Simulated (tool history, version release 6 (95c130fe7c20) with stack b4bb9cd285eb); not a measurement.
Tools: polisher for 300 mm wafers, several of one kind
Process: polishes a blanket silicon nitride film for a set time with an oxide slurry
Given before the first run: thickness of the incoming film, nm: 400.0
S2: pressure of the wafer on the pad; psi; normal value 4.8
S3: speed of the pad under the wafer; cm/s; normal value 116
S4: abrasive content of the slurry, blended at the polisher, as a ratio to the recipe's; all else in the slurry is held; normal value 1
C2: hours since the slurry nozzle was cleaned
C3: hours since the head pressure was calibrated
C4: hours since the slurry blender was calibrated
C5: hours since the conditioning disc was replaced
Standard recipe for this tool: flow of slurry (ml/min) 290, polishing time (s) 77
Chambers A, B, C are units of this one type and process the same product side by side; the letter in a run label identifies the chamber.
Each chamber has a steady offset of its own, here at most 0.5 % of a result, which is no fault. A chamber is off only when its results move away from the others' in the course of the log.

{"hour": 3.3, "done": "chamber A: conditioning disc replaced and pad reconditioned"}
{"run": "1B", "hour": 3.7, "flow of slurry (ml/min)": 290, "S2": 4.8, "S3": 116, "S4": 1, "polishing time (s)": 77, "wafers polished on this pad": 293, "C2": 89.7, "C3": 817.5, "C4": 36.2, "C5": 111.1, "film removed (angstrom)": 860.91}
{"run": "2C", "hour": 6.0, "flow of slurry (ml/min)": 290, "S2": 4.8, "S3": 116, "S4": 1, "polishing time (s)": 77, "wafers polished on this pad": 155, "C2": 383.4, "C3": 937.4, "C4": 84.8, "C5": 181.4, "film removed (angstrom)": 857.49}
{"run": "3A", "hour": 8.5, "flow of slurry (ml/min)": 290, "S2": 4.8, "S3": 116, "S4": 1, "polishing time (s)": 77, "wafers polished on this pad": 1151, "C2": 434.1, "C3": 760.4, "C4": 9.1, "C5": 5.3, "film removed (angstrom)": 863.49}
{"run": "4B", "hour": 10.6, "flow of slurry (ml/min)": 290, "S2": 4.8, "S3": 116, "S4": 1, "polishing time (s)": 77, "wafers polished on this pad": 370, "C2": 96.6, "C3": 824.4, "C4": 43.1, "C5": 118, "film removed (angstrom)": 876.87}
{"run": "5A", "hour": 13.0, "flow of slurry (ml/min)": 290, "S2": 4.8, "S3": 116, "S4": 1, "polishing time (s)": 77, "wafers polished on this pad": 1202, "C2": 438.6, "C3": 764.9, "C4": 13.6, "C5": 9.8, "film removed (angstrom)": 869.51}
{"hour": 13.7, "done": "chamber C: conditioning disc replaced and pad reconditioned"}
{"hour": 16.0, "done": "chamber C: slurry blender recalibrated"}
{"run": "6C", "hour": 17.2, "flow of slurry (ml/min)": 290, "S2": 4.8, "S3": 116, "S4": 0.8, "polishing time (s)": 77, "wafers polished on this pad": 281, "C2": 394.6, "C3": 948.6, "C4": 1.3, "C5": 3.5, "film removed (angstrom)": 776.39}
{"run": "7C", "hour": 21.1, "flow of slurry (ml/min)": 290, "S2": 4.8, "S3": 116, "S4": 0.8, "polishing time (s)": 77, "wafers polished on this pad": 325, "C2": 398.5, "C3": 952.5, "C4": 5.2, "C5": 7.4, "film removed (angstrom)": 774.88}
{"run": "8B", "hour": 24.1, "flow of slurry (ml/min)": 290, "S2": 4.8, "S3": 116, "S4": 0.8, "polishing time (s)": 77, "wafers polished on this pad": 522, "C2": 110.1, "C3": 837.9, "C4": 56.6, "C5": 131.5, "film removed (angstrom)": 779.8}
{"run": "9A", "hour": 27.9, "flow of slurry (ml/min)": 290, "S2": 4.8, "S3": 116, "S4": 1, "polishing time (s)": 77, "wafers polished on this pad": 1370, "C2": 453.5, "C3": 779.8, "C4": 28.5, "C5": 24.7, "film removed (angstrom)": 859.78}
{"hour": 29.4, "done": "chamber A: worn pad replaced by a new one"}
{"run": "10C", "hour": 30.9, "flow of slurry (ml/min)": 290, "S2": 4.8, "S3": 116, "S4": 1, "polishing time (s)": 77, "wafers polished on this pad": 436, "C2": 408.3, "C3": 962.3, "C4": 15, "C5": 17.2, "film removed (angstrom)": 872.6}
{"run": "11A", "hour": 33.9, "flow of slurry (ml/min)": 290, "S2": 4.8, "S3": 116, "S4": 1, "polishing time (s)": 77, "wafers polished on this pad": 51, "C2": 459.5, "C3": 785.8, "C4": 34.5, "C5": 30.7, "film removed (angstrom)": 854.64}
{"run": "12B", "hour": 37.3, "flow of slurry (ml/min)": 290, "S2": 4.8, "S3": 82, "S4": 1, "polishing time (s)": 91, "wafers polished on this pad": 671, "C2": 123.3, "C3": 851.1, "C4": 69.8, "C5": 144.7, "film removed (angstrom)": 768.5}
{"run": "13C", "hour": 40.1, "flow of slurry (ml/min)": 290, "S2": 4.8, "S3": 82, "S4": 1, "polishing time (s)": 91, "wafers polished on this pad": 539, "C2": 417.5, "C3": 971.5, "C4": 24.2, "C5": 26.4, "film removed (angstrom)": 764.29}
{"hour": 42.3, "done": "chamber B: head pressure recalibrated"}
{"run": "14A", "hour": 42.9, "flow of slurry (ml/min)": 290, "S2": 4.8, "S3": 82, "S4": 1, "polishing time (s)": 91, "wafers polished on this pad": 152, "C2": 468.5, "C3": 794.8, "C4": 43.5, "C5": 39.7, "film removed (angstrom)": 770.06}
{"run": "15B", "hour": 46.2, "flow of slurry (ml/min)": 290, "S2": 4.8, "S3": 116, "S4": 1, "polishing time (s)": 77, "wafers polished on this pad": 771, "C2": 132.2, "C3": 3.9, "C4": 78.7, "C5": 153.6, "film removed (angstrom)": 943.54}
{"run": "16A", "hour": 49.9, "flow of slurry (ml/min)": 290, "S2": 4.8, "S3": 116, "S4": 1, "polishing time (s)": 77, "wafers polished on this pad": 231, "C2": 475.5, "C3": 801.8, "C4": 50.5, "C5": 46.7, "film removed (angstrom)": 860.59}
{"run": "17C", "hour": 53.9, "flow of slurry (ml/min)": 290, "S2": 4.8, "S3": 116, "S4": 1, "polishing time (s)": 77, "wafers polished on this pad": 694, "C2": 431.3, "C3": 985.3, "C4": 38, "C5": 40.2, "film removed (angstrom)": 868.8}
{"run": "18B", "hour": 57.3, "flow of slurry (ml/min)": 290, "S2": 4.8, "S3": 116, "S4": 1, "polishing time (s)": 77, "wafers polished on this pad": 896, "C2": 143.3, "C3": 15, "C4": 89.8, "C5": 164.7, "film removed (angstrom)": 922.62}
{"run": "19A", "hour": 61.6, "flow of slurry (ml/min)": 290, "S2": 4.8, "S3": 116, "S4": 1, "polishing time (s)": 77, "wafers polished on this pad": 363, "C2": 487.2, "C3": 813.5, "C4": 62.2, "C5": 58.4, "film removed (angstrom)": 859.73}
{"hour": 64.0, "done": "chamber C: worn pad replaced by a new one"}
{"run": "20C", "hour": 64.3, "flow of slurry (ml/min)": 230, "S2": 4.8, "S3": 116, "S4": 1, "polishing time (s)": 77, "wafers polished on this pad": 3, "C2": 441.7, "C3": 995.7, "C4": 48.4, "C5": 50.6, "film removed (angstrom)": 842.85}
{"run": "21B", "hour": 66.9, "flow of slurry (ml/min)": 230, "S2": 4.8, "S3": 116, "S4": 1, "polishing time (s)": 77, "wafers polished on this pad": 1004, "C2": 152.9, "C3": 24.6, "C4": 99.4, "C5": 174.3, "film removed (angstrom)": 898.8}
{"run": "22A", "hour": 70.5, "flow of slurry (ml/min)": 230, "S2": 4.8, "S3": 116, "S4": 1, "polishing time (s)": 77, "wafers polished on this pad": 463, "C2": 496.1, "C3": 822.4, "C4": 71.1, "C5": 67.3, "film removed (angstrom)": 841.42}
{"run": "23C", "hour": 73.1, "flow of slurry (ml/min)": 290, "S2": 4.8, "S3": 116, "S4": 1, "polishing time (s)": 77, "wafers polished on this pad": 102, "C2": 450.5, "C3": 1004.5, "C4": 57.2, "C5": 59.4, "film removed (angstrom)": 856.22}
{"run": "24B", "hour": 76.3, "flow of slurry (ml/min)": 290, "S2": 4.8, "S3": 116, "S4": 1, "polishing time (s)": 77, "wafers polished on this pad": 1110, "C2": 162.3, "C3": 34, "C4": 108.8, "C5": 183.7, "film removed (angstrom)": 916.99}
{"run": "25C", "hour": 78.7, "flow of slurry (ml/min)": 375, "S2": 4.1, "S3": 116, "S4": 1, "polishing time (s)": 77, "wafers polished on this pad": 165, "C2": 456.1, "C3": 1010.1, "C4": 62.8, "C5": 65, "film removed (angstrom)": 755.71}
{"run": "26A", "hour": 81.7, "flow of slurry (ml/min)": 375, "S2": 4.1, "S3": 116, "S4": 1, "polishing time (s)": 77, "wafers polished on this pad": 589, "C2": 507.3, "C3": 833.6, "C4": 82.3, "C5": 78.5, "film removed (angstrom)": 752.52}
{"run": "27B", "hour": 85.6, "flow of slurry (ml/min)": 375, "S2": 4.1, "S3": 116, "S4": 1, "polishing time (s)": 77, "wafers polished on this pad": 1215, "C2": 171.6, "C3": 43.3, "C4": 118.1, "C5": 193, "film removed (angstrom)": 800.43}
{"run": "28C", "hour": 87.8, "flow of slurry (ml/min)": 290, "S2": 4.8, "S3": 116, "S4": 1, "polishing time (s)": 77, "wafers polished on this pad": 268, "C2": 465.2, "C3": 1019.2, "C4": 71.9, "C5": 74.1, "film removed (angstrom)": 854.44}
{"run": "29A", "hour": 91.4, "flow of slurry (ml/min)": 290, "S2": 4.8, "S3": 116, "S4": 1, "polishing time (s)": 77, "wafers polished on this pad": 698, "C2": 517, "C3": 843.3, "C4": 92, "C5": 88.2, "film removed (angstrom)": 870.18}
{"run": "30B", "hour": 94.4, "flow of slurry (ml/min)": 290, "S2": 4.2, "S3": 116, "S4": 1, "polishing time (s)": 77, "wafers polished on this pad": 1314, "C2": 180.4, "C3": 52.1, "C4": 126.9, "C5": 201.8, "film removed (angstrom)": 807.47}
{"run": "31B", "hour": 97.5, "flow of slurry (ml/min)": 290, "S2": 4.2, "S3": 116, "S4": 1, "polishing time (s)": 77, "wafers polished on this pad": 1349, "C2": 183.5, "C3": 55.2, "C4": 130, "C5": 204.9, "film removed (angstrom)": 815.97}
{"run": "32A", "hour": 101.9, "flow of slurry (ml/min)": 290, "S2": 4.2, "S3": 116, "S4": 1, "polishing time (s)": 77, "wafers polished on this pad": 817, "C2": 527.5, "C3": 853.8, "C4": 102.5, "C5": 98.7, "film removed (angstrom)": 759.35}
{"hour": 103.9, "done": "chamber B: worn pad replaced by a new one"}
{"run": "33C", "hour": 106.4, "flow of slurry (ml/min)": 290, "S2": 6, "S3": 102, "S4": 1, "polishing time (s)": 77, "wafers polished on this pad": 477, "C2": 483.8, "C3": 1037.8, "C4": 90.5, "C5": 92.7, "film removed (angstrom)": 974.68}
{"run": "34A", "hour": 108.4, "flow of slurry (ml/min)": 290, "S2": 6, "S3": 102, "S4": 1, "polishing time (s)": 77, "wafers polished on this pad": 890, "C2": 534, "C3": 860.3, "C4": 109, "C5": 105.2, "film removed (angstrom)": 965.42}
{"run": "35B", "hour": 111.3, "flow of slurry (ml/min)": 290, "S2": 6, "S3": 102, "S4": 1, "polishing time (s)": 77, "wafers polished on this pad": 83, "C2": 197.3, "C3": 69, "C4": 143.8, "C5": 218.7, "film removed (angstrom)": 1068.1}
{"run": "36C", "hour": 114.6, "flow of slurry (ml/min)": 290, "S2": 4.8, "S3": 116, "S4": 1, "polishing time (s)": 77, "wafers polished on this pad": 570, "C2": 492, "C3": 1046, "C4": 98.7, "C5": 100.9, "film removed (angstrom)": 869.56}
{"run": "37C", "hour": 117.6, "flow of slurry (ml/min)": 290, "S2": 4.8, "S3": 116, "S4": 1, "polishing time (s)": 77, "wafers polished on this pad": 603, "C2": 495, "C3": 1049, "C4": 101.7, "C5": 103.9, "film removed (angstrom)": 867.3}
{"run": "38A", "hour": 122.0, "flow of slurry (ml/min)": 290, "S2": 4.8, "S3": 116, "S4": 1, "polishing time (s)": 77, "wafers polished on this pad": 1043, "C2": 547.6, "C3": 873.9, "C4": 122.6, "C5": 118.8, "film removed (angstrom)": 862.4}

For the next run the whole fleet of 3 chambers uses the same settings. Give each chamber's results:
{"run": "39A", "hour": 125.2, "flow of slurry (ml/min)": 290, "S2": 4.8, "S3": 128, "S4": 1, "polishing time (s)": 77, "film removed (angstrom)": "?"}
{"run": "39B", "hour": 125.2, "flow of slurry (ml/min)": 290, "S2": 4.8, "S3": 128, "S4": 1, "polishing time (s)": 77, "film removed (angstrom)": "?"}
{"run": "39C", "hour": 125.2, "flow of slurry (ml/min)": 290, "S2": 4.8, "S3": 128, "S4": 1, "polishing time (s)": 77, "film removed (angstrom)": "?"}

run=39A film_removed_(angstrom)=921.16
run=39B film_removed_(angstrom)=1011.9
run=39C film_removed_(angstrom)=936.44

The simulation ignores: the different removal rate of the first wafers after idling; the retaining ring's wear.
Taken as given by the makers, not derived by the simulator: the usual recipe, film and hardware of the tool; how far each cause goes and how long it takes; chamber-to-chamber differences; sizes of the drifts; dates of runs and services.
